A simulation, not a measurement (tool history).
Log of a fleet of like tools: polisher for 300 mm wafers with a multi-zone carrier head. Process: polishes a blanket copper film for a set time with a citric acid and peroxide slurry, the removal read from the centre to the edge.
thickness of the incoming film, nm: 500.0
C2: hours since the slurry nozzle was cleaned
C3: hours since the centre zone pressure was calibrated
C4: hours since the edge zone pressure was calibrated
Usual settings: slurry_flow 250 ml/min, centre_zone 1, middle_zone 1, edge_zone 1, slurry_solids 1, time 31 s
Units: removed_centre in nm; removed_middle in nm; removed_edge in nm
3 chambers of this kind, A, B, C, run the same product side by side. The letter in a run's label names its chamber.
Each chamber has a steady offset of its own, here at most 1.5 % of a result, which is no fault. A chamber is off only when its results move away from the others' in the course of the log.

Run 1A, hour 8.5: usual settings; wafers polished on this pad 413; C2 274.6; C3 322.3; C4 241. Result: removed_centre 92.408 nm, removed_middle 92.322 nm, removed_edge 92.896 nm.
Run 2C, hour 15.6: usual settings; wafers polished on this pad 316; C2 310.1; C3 744.6; C4 325.7. Result: removed_centre 94.33 nm, removed_middle 92.818 nm, removed_edge 90.163 nm.
Run 3B, hour 22.7: usual settings; wafers polished on this pad 562; C2 162.4; C3 523.7; C4 293.8. Result: removed_centre 91.955 nm, removed_middle 94.773 nm, removed_edge 94.437 nm.
Run 4B, hour 28.5: usual settings; wafers polished on this pad 635; C2 168.2; C3 529.5; C4 299.6. Result: removed_centre 92.803 nm, removed_middle 92.032 nm, removed_edge 93.54 nm.
Run 5C, hour 38.3: usual settings; wafers polished on this pad 600; C2 332.8; C3 767.3; C4 348.4. Result: removed_centre 94.914 nm, removed_middle 95.419 nm, removed_edge 92.019 nm.
At hour 43.5: chamber A: worn pad replaced by a new one.
Run 6A, hour 46.4: usual settings; wafers polished on this pad 36; C2 312.5; C3 360.2; C4 278.9. Result: removed_centre 92.333 nm, removed_middle 89.672 nm, removed_edge 93.117 nm.
Run 7A, hour 52.2: usual settings; wafers polished on this pad 109; C2 318.3; C3 366; C4 284.7. Result: removed_centre 93.065 nm, removed_middle 94.641 nm, removed_edge 93.501 nm.
Run 8C, hour 61.7: usual settings; wafers polished on this pad 894; C2 356.2; C3 790.7; C4 371.8. Result: removed_centre 93.35 nm, removed_middle 94.64 nm, removed_edge 92.808 nm.
Run 9B, hour 71.8: usual settings; wafers polished on this pad 1178; C2 211.5; C3 572.8; C4 342.9. Result: removed_centre 92.752 nm, removed_middle 92.97 nm, removed_edge 93.384 nm.
Run 10B, hour 78.2: usual settings; wafers polished on this pad 1258; C2 217.9; C3 579.2; C4 349.3. Result: removed_centre 93.127 nm, removed_middle 92.33 nm, removed_edge 94.159 nm.
Run 11A, hour 86.1: usual settings; wafers polished on this pad 534; C2 352.2; C3 399.9; C4 318.6. Result: removed_centre 92.352 nm, removed_middle 94.941 nm, removed_edge 91.695 nm.
At hour 90: chamber C: worn pad replaced by a new one.
At hour 91.5: chamber B: worn pad replaced by a new one.
Run 12C, hour 95.2: usual settings; wafers polished on this pad 65; C2 389.7; C3 824.2; C4 405.3. Result: removed_centre 95.207 nm, removed_middle 93.555 nm, removed_edge 91.899 nm.
Run 13B, hour 100.9: usual settings but slurry_flow 165 ml/min, edge_zone 1.05; wafers polished on this pad 118; C2 240.6; C3 601.9; C4 372. Result: removed_centre 85.329 nm, removed_middle 88.521 nm, removed_edge 93.977 nm.
At hour 104: chamber A: worn pad replaced by a new one.
Run 14A, hour 106.6: usual settings but slurry_flow 165 ml/min, edge_zone 1.05; wafers polished on this pad 33; C2 372.7; C3 420.4; C4 339.1. Result: removed_centre 88.776 nm, removed_middle 88.271 nm, removed_edge 90.848 nm.
Run 15C, hour 115.9: usual settings but slurry_flow 165 ml/min, edge_zone 1.05; wafers polished on this pad 324; C2 410.4; C3 844.9; C4 426. Result: removed_centre 87.009 nm, removed_middle 88.81 nm, removed_edge 91.189 nm.
Run 16C, hour 124.1: usual settings; wafers polished on this pad 427; C2 418.6; C3 853.1; C4 434.2. Result: removed_centre 93.319 nm, removed_middle 95.34 nm, removed_edge 92.471 nm.
Run 17A, hour 130.6: usual settings; wafers polished on this pad 334; C2 396.7; C3 444.4; C4 363.1. Result: removed_centre 93.136 nm, removed_middle 93.022 nm, removed_edge 94.079 nm.
At hour 131: chamber B: edge zone pressure recalibrated.
Run 18B, hour 137.1: usual settings but slurry_flow 310 ml/min, centre_zone 1.04; wafers polished on this pad 572; C2 276.8; C3 638.1; C4 6.2. Result: removed_centre 99.524 nm, removed_middle 94.955 nm, removed_edge 95.42 nm.
Run 19B, hour 146.3: usual settings but slurry_flow 310 ml/min, centre_zone 1.04; wafers polished on this pad 688; C2 286; C3 647.3; C4 15.4. Result: removed_centre 99.026 nm, removed_middle 93.062 nm, removed_edge 96.034 nm.
Run 20C, hour 152: usual settings but slurry_flow 310 ml/min, centre_zone 1.04; wafers polished on this pad 777; C2 446.5; C3 881; C4 462.1. Result: removed_centre 100.89 nm, removed_middle 98.761 nm, removed_edge 93.289 nm.
Run 21A, hour 160.5: usual settings; wafers polished on this pad 709; C2 426.6; C3 474.3; C4 393. Result: removed_centre 93.284 nm, removed_middle 94.478 nm, removed_edge 92.976 nm.
At hour 161.4: chamber A: worn pad replaced by a new one.
Run 22C, hour 166.8: usual settings; wafers polished on this pad 963; C2 461.3; C3 895.8; C4 476.9. Result: removed_centre 93.79 nm, removed_middle 95.349 nm, removed_edge 92.448 nm.
Run 23A, hour 172.4: usual settings but middle_zone 1.08; wafers polished on this pad 138; C2 438.5; C3 486.2; C4 404.9. Result: removed_centre 93.448 nm, removed_middle 99.585 nm, removed_edge 93.503 nm.
Run 24B, hour 180: usual settings but middle_zone 1.08; wafers polished on this pad 1110; C2 319.7; C3 681; C4 49.1. Result: removed_centre 92.201 nm, removed_middle 100.21 nm, removed_edge 94.236 nm.
At hour 186: chamber A: centre zone pressure recalibrated.
Run 25C, hour 188.7: usual settings but middle_zone 1.08; wafers polished on this pad 1237; C2 483.2; C3 917.7; C4 498.8. Result: removed_centre 94.41 nm, removed_middle 101.33 nm, removed_edge 91.897 nm.
At hour 192.9: chamber C: worn pad replaced by a new one.
At hour 193.6: chamber B: worn pad replaced by a new one.
Run 26A, hour 198.9: usual settings but centre_zone 1.06, time 26 s; wafers polished on this pad 470; C2 465; C3 12.9; C4 431.4. Result: removed_centre 88.857 nm, removed_middle 77.359 nm, removed_edge 77.012 nm.
Run 27B, hour 206.6: usual settings but centre_zone 1.06, time 26 s; wafers polished on this pad 163; C2 346.3; C3 707.6; C4 75.7. Result: removed_centre 82.079 nm, removed_middle 78.026 nm, removed_edge 78.191 nm.
Run 28B, hour 214: usual settings but centre_zone 1.06, time 26 s; wafers polished on this pad 256; C2 353.7; C3 715; C4 83.1. Result: removed_centre 82.67 nm, removed_middle 76.747 nm, removed_edge 78.549 nm.
At hour 219.3: chamber A: worn pad replaced by a new one.
Run 29A, hour 220.9: usual settings; wafers polished on this pad 20; C2 487; C3 34.9; C4 453.4. Result: removed_centre 100.46 nm, removed_middle 91.257 nm, removed_edge 92.699 nm.
At hour 228: chamber C: edge zone pressure recalibrated.
Run 30C, hour 228.7: usual settings; wafers polished on this pad 450; C2 523.2; C3 957.7; C4 0.7. Result: removed_centre 94.041 nm, removed_middle 92.951 nm, removed_edge 91.792 nm.
Run 31B, hour 234.5: usual settings; wafers polished on this pad 513; C2 374.2; C3 735.5; C4 103.6. Result: removed_centre 93.142 nm, removed_middle 92.988 nm, removed_edge 95.251 nm.
Run 32C, hour 242.5: usual settings but middle_zone 0.91, slurry_solids 1.2; wafers polished on this pad 623; C2 537; C3 971.5; C4 14.5. Result: removed_centre 98.166 nm, removed_middle 90.623 nm, removed_edge 94.576 nm.
Run 33A, hour 252: usual settings but middle_zone 0.91, slurry_solids 1.2; wafers polished on this pad 410; C2 518.1; C3 66; C4 484.5. Result: removed_centre 105.27 nm, removed_middle 90.095 nm, removed_edge 96.586 nm.
Run 34B, hour 261.1: usual settings but middle_zone 0.91, slurry_solids 1.2; wafers polished on this pad 847; C2 400.8; C3 762.1; C4 130.2. Result: removed_centre 97.119 nm, removed_middle 89.724 nm, removed_edge 97.371 nm.
At hour 264: chamber A: slurry nozzle cleaned.
Run 35C, hour 270.1: usual settings; wafers polished on this pad 969; C2 564.6; C3 999.1; C4 42.1. Result: removed_centre 92.822 nm, removed_middle 91.724 nm, removed_edge 92.794 nm.
At hour 277.4: chamber A: worn pad replaced by a new one.
Run 36A, hour 278.7: usual settings; wafers polished on this pad 17; C2 14.8; C3 92.7; C4 511.2. Result: removed_centre 99.78 nm, removed_middle 91.81 nm, removed_edge 93.24 nm.
Run 37C, hour 288.2: usual settings; wafers polished on this pad 1196; C2 582.7; C3 1017.2; C4 60.2. Result: removed_centre 93.138 nm, removed_middle 96.26 nm, removed_edge 92.106 nm.

All 3 chambers run these settings next. Forecast each chamber's results:
Run 38A, hour 295.6: usual settings. Result: removed_centre ?, removed_middle ?, removed_edge ?.
Run 38B, hour 295.6: usual settings. Result: removed_centre ?, removed_middle ?, removed_edge ?.
Run 38C, hour 295.6: usual settings. Result: removed_centre ?, removed_middle ?, removed_edge ?.

run  removed_centre  removed_middle  removed_edge
38A          99.826          95.124         91.66
38B           92.75          94.246        92.336
38C          95.371          94.408        92.415
